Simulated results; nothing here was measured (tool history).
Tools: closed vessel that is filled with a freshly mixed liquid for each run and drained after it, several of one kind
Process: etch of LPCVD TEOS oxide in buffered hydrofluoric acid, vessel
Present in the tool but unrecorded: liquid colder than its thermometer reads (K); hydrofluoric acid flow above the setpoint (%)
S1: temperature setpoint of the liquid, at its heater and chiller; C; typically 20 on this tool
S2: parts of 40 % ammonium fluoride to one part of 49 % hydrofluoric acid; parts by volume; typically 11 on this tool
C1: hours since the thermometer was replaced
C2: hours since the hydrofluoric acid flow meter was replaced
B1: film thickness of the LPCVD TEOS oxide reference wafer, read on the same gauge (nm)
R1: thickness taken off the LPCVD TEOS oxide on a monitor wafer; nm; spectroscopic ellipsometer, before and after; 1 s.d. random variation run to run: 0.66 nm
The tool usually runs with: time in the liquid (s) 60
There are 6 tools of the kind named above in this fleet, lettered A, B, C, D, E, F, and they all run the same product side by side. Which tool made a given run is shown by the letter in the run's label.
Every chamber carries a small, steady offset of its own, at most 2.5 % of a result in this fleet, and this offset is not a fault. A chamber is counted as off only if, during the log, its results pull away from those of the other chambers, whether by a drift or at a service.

run 1D hour=9 | S1=20 S2=11 time_in_the_liquid_(s)=60 | C1=158.8 C2=377.4 | B1=119.95 | R1=70.478
run 2B hour=19.9 | S1=20 S2=11 time_in_the_liquid_(s)=60 | C1=357.9 C2=462.2 | B1=120.02 | R1=70.177
run 3A hour=27 | S1=20 S2=11 time_in_the_liquid_(s)=60 | C1=622.9 C2=1138.3 | B1=120.02 | R1=68.898
run 4C hour=39.5 | S1=20 S2=11 time_in_the_liquid_(s)=60 | C1=186.7 C2=172.8 | B1=119.98 | R1=71.139
run 5E hour=45.4 | S1=20 S2=11 time_in_the_liquid_(s)=60 | C1=1205.8 C2=294.3 | B1=119.98 | R1=72.016
run 6F hour=54 | S1=20 S2=15.5 time_in_the_liquid_(s)=35 | C1=932.8 C2=1167.6 | B1=120.02 | R1=29.123
run 7E hour=65.4 | S1=20 S2=15.5 time_in_the_liquid_(s)=35 | C1=1225.8 C2=314.3 | B1=120.05 | R1=30.095
run 8A hour=77 | S1=20 S2=15.5 time_in_the_liquid_(s)=35 | C1=672.9 C2=1188.3 | B1=120 | R1=28.669
run 9F hour=87.2 | S1=20 S2=15.5 time_in_the_liquid_(s)=35 | C1=966 C2=1200.8 | B1=120 | R1=29.328
run 10B hour=93.9 | S1=20 S2=15.5 time_in_the_liquid_(s)=35 | C1=431.9 C2=536.2 | B1=120.01 | R1=28.974
run 11D hour=103.8 | S1=20 S2=15.5 time_in_the_liquid_(s)=35 | C1=253.6 C2=472.2 | B1=120.04 | R1=29.322
run 12C hour=110.9 | S1=20 S2=11 time_in_the_liquid_(s)=60 | C1=258.1 C2=244.2 | B1=120.01 | R1=70.645
run 13B hour=122.1 | S1=20 S2=11 time_in_the_liquid_(s)=60 | C1=460.1 C2=564.4 | B1=120.05 | R1=69.643
run 14F hour=128.1 | S1=20 S2=11 time_in_the_liquid_(s)=60 | C1=1006.9 C2=1241.7 | B1=119.98 | R1=69.758
run 15E hour=139.9 | S1=20 S2=11 time_in_the_liquid_(s)=75 | C1=1300.3 C2=388.8 | B1=120.04 | R1=87.302
run 16C hour=151.5 | S1=20 S2=11 time_in_the_liquid_(s)=75 | C1=298.7 C2=284.8 | B1=119.97 | R1=89.168
run 17D hour=159.1 | S1=20 S2=11 time_in_the_liquid_(s)=75 | C1=308.9 C2=527.5 | B1=120.02 | R1=90.109
run 18A hour=167.8 | S1=20 S2=11 time_in_the_liquid_(s)=75 | C1=763.7 C2=1279.1 | B1=120.02 | R1=85.304
run 19D hour=173.7 | S1=20 S2=11 time_in_the_liquid_(s)=75 | C1=323.5 C2=542.1 | B1=119.96 | R1=89.352
run 20B hour=183 | S1=20 S2=11 time_in_the_liquid_(s)=75 | C1=521 C2=625.3 | B1=120.02 | R1=89.901
-- hour=188.9 chamber A: hydrofluoric acid flow meter replaced
run 21A hour=193.6 | S1=20 S2=11 time_in_the_liquid_(s)=60 | C1=789.5 C2=4.8 | B1=120.01 | R1=68.136
run 22C hour=202.5 | S1=20 S2=11 time_in_the_liquid_(s)=60 | C1=349.7 C2=335.8 | B1=119.99 | R1=69.759
run 23F hour=214.2 | S1=20 S2=11 time_in_the_liquid_(s)=60 | C1=1093 C2=1327.8 | B1=119.97 | R1=70.338
run 24E hour=221.8 | S1=20 S2=11 time_in_the_liquid_(s)=60 | C1=1382.2 C2=470.7 | B1=120 | R1=72.464
run 25A hour=228.5 | S1=20 S2=11 time_in_the_liquid_(s)=60 | C1=824.4 C2=39.7 | B1=119.98 | R1=67.805
run 26C hour=236.7 | S1=20 S2=11 time_in_the_liquid_(s)=60 | C1=383.9 C2=370 | B1=119.99 | R1=70.851
run 27D hour=242.1 | S1=20 S2=11 time_in_the_liquid_(s)=60 | C1=391.9 C2=610.5 | B1=120.02 | R1=73.629
run 28B hour=253.1 | S1=20 S2=11 time_in_the_liquid_(s)=60 | C1=591.1 C2=695.4 | B1=120 | R1=70.139
run 29F hour=260 | S1=20 S2=11 time_in_the_liquid_(s)=60 | C1=1138.8 C2=1373.6 | B1=119.95 | R1=71.237
run 30E hour=266.9 | S1=20 S2=11 time_in_the_liquid_(s)=60 | C1=1427.3 C2=515.8 | B1=119.97 | R1=71.394
run 31A hour=273.9 | S1=20 S2=11 time_in_the_liquid_(s)=60 | C1=869.8 C2=85.1 | B1=120.03 | R1=68.64
run 32D hour=280.6 | S1=20 S2=11 time_in_the_liquid_(s)=60 | C1=430.4 C2=649 | B1=119.99 | R1=74.16
run 33F hour=287.3 | S1=20 S2=11 time_in_the_liquid_(s)=80 | C1=1166.1 C2=1400.9 | B1=120.06 | R1=94.7
run 34B hour=293.5 | S1=20 S2=11 time_in_the_liquid_(s)=80 | C1=631.5 C2=735.8 | B1=120.03 | R1=93.562
run 35C hour=302.8 | S1=20 S2=11 time_in_the_liquid_(s)=80 | C1=450 C2=436.1 | B1=119.99 | R1=95.221
run 36E hour=309.8 | S1=20 S2=11 time_in_the_liquid_(s)=80 | C1=1470.2 C2=558.7 | B1=120.02 | R1=96.202
run 37A hour=318.3 | S1=20 S2=11 time_in_the_liquid_(s)=80 | C1=914.2 C2=129.5 | B1=119.97 | R1=92.278
run 38F hour=323.9 | S1=20 S2=11 time_in_the_liquid_(s)=80 | C1=1202.7 C2=1437.5 | B1=119.99 | R1=93.971

All 6 chambers run these settings next. Forecast each chamber's results:
run 39A hour=332.9 | S1=20 S2=11 time_in_the_liquid_(s)=90 | R1=?
run 39B hour=332.9 | S1=20 S2=11 time_in_the_liquid_(s)=90 | R1=?
run 39C hour=332.9 | S1=20 S2=11 time_in_the_liquid_(s)=90 | R1=?
run 39D hour=332.9 | S1=20 S2=11 time_in_the_liquid_(s)=90 | R1=?
run 39E hour=332.9 | S1=20 S2=11 time_in_the_liquid_(s)=90 | R1=?
run 39F hour=332.9 | S1=20 S2=11 time_in_the_liquid_(s)=90 | R1=?

run=39A R1=102.82
run=39B R1=104.25
run=39C R1=107.52
run=39D R1=111.07
run=39E R1=106.53
run=39F R1=106.41
